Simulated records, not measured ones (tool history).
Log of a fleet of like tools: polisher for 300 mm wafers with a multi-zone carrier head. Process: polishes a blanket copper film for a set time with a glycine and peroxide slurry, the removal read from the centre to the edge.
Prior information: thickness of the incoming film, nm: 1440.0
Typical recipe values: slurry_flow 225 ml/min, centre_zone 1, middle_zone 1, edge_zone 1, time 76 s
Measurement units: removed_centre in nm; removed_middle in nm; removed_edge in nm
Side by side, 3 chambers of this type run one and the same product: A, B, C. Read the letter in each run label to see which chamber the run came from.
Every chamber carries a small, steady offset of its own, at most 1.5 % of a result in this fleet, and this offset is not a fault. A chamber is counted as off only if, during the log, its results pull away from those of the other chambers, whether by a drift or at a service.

run,hour,slurry_flow,centre_zone,middle_zone,edge_zone,time,wafers polished on this pad,hours since the slurry nozzle was cleaned,hours since the centre zone pressure was calibrated,hours since the edge zone pressure was calibrated,removed_centre,removed_middle,removed_edge
1C,8.5,225,1,1,1,76,276,336.2,110.8,102.8,319.96,313.64,308.72
2B,13.2,225,1,1,1,76,986,279.7,645.9,134.5,313.85,315.68,311.36
3A,18.4,225,1,1,1,76,760,360.2,228.4,584.3,311.62,316.76,312.74
4C,28,225,1,1,1,76,409,355.7,130.3,122.3,312.19,306.55,312.83
# hour 37: chamber A: slurry nozzle cleaned
5A,37.2,225,1,1,1,76,889,0.2,247.2,603.1,312.14,315.98,315.02
6B,42.1,225,1,1,1.09,76,1184,308.6,674.8,163.4,315.94,312.73,330.28
# hour 45.6: chamber B: worn pad replaced by a new one
# hour 45.7: chamber A: worn pad replaced by a new one
7A,47.2,225,1,1,1.09,76,10,10.2,257.2,613.1,312.9,313.22,330.87
8C,55.7,225,1,1,1.09,76,599,383.4,158,150,314.49,308.18,321.33
9B,64,225,1,1,1,76,126,330.5,696.7,185.3,317.86,317.3,314.16
10C,73.1,225,1,1,1,76,719,400.8,175.4,167.4,313.25,306.42,303.72
11A,78.3,225,1,1,1,76,223,41.3,288.3,644.2,311.68,313.3,313.69
12B,87.9,225,1,0.93,1,76,290,354.4,720.6,209.2,315.7,297.53,314.88
13C,93.2,225,1,0.93,1,76,856,420.9,195.5,187.5,307.59,283.32,303.92
# hour 97.8: chamber C: slurry nozzle cleaned
14A,101.8,225,1,0.93,1,76,384,64.8,311.8,667.7,309.55,294.77,316.84
# hour 102.8: chamber B: centre zone pressure recalibrated
15B,106.5,225,1,1,1,76,417,373,3.8,227.8,314.38,311.31,313.55
16A,113.6,225,1,1,1,76,465,76.6,323.6,679.5,305.88,313.85,319.69
17B,119.3,155,0.92,1,1,76,505,385.8,16.6,240.6,267.93,298.07,305.13
18C,126.7,155,0.92,1,1,76,1086,29,229,221,257.93,280.86,282.24
19A,131.3,155,0.92,1,1,76,586,94.3,341.3,697.2,267.66,300.98,303.56
20B,136.1,225,1,1,0.92,93,620,402.6,33.4,257.4,384.24,382.55,366.01
21C,145.4,225,1,1,0.92,93,1214,47.7,247.7,239.7,369.39,363.76,348.27
22B,150.2,225,1,1,0.92,93,717,416.7,47.5,271.5,388.1,386.96,368.98
23A,159.1,225,1,1,1,76,777,122.1,369.1,725,317.24,314.13,316.15
24C,165.5,225,1,1,1,76,1352,67.8,267.8,259.8,299.79,291.51,289.14
25A,175.4,225,1,1,1,76,889,138.4,385.4,741.3,305.47,310.89,316.9
26B,184.1,225,1,1,1,76,949,450.6,81.4,305.4,315.84,312.24,311.92
# hour 187.7: chamber A: worn pad replaced by a new one
27C,190,225,1,1,1,76,1520,92.3,292.3,284.3,293.98,292.16,289.37
# hour 198.4: chamber A: centre zone pressure recalibrated
28C,199.1,225,1,1,1,76,1582,101.4,301.4,293.4,292.55,292.23,282.93
29B,208.9,225,1,1,1,76,1119,475.4,106.2,330.2,312.78,315.2,312.99
30A,214.2,225,1,1,1,76,181,177.2,15.8,780.1,311.33,316.89,314.88
31C,220.5,225,1,1.1,1,54,1729,122.8,322.8,314.8,207.72,219.02,199.74
32B,228.3,225,1,1.1,1,54,1252,494.8,125.6,349.6,224.07,242.51,221.45
# hour 232.2: chamber B: slurry nozzle cleaned
33A,238,225,1,1.1,1,54,345,201,39.6,803.9,222.71,246.89,220.87
34B,242.3,225,1,1,1,76,1348,10.1,139.6,363.6,314.7,313.28,315.08
35C,248.1,225,1,1,1,76,1918,150.4,350.4,342.4,282.87,281.45,279.95
36A,254.8,225,1,1,1,76,460,217.8,56.4,820.7,316.42,316.35,316.82

The same settings go to every chamber for the next run, one line per chamber below. Forecast the results for each:
37A,261.9,290,1,1,1,76,,,,,?,?,?
37B,261.9,290,1,1,1,76,,,,,?,?,?
37C,261.9,290,1,1,1,76,,,,,?,?,?

run,removed_centre,removed_middle,removed_edge
37A,326.11,322.11,317.46
37B,322.68,324.35,316.17
37C,285.84,284.88,286.89

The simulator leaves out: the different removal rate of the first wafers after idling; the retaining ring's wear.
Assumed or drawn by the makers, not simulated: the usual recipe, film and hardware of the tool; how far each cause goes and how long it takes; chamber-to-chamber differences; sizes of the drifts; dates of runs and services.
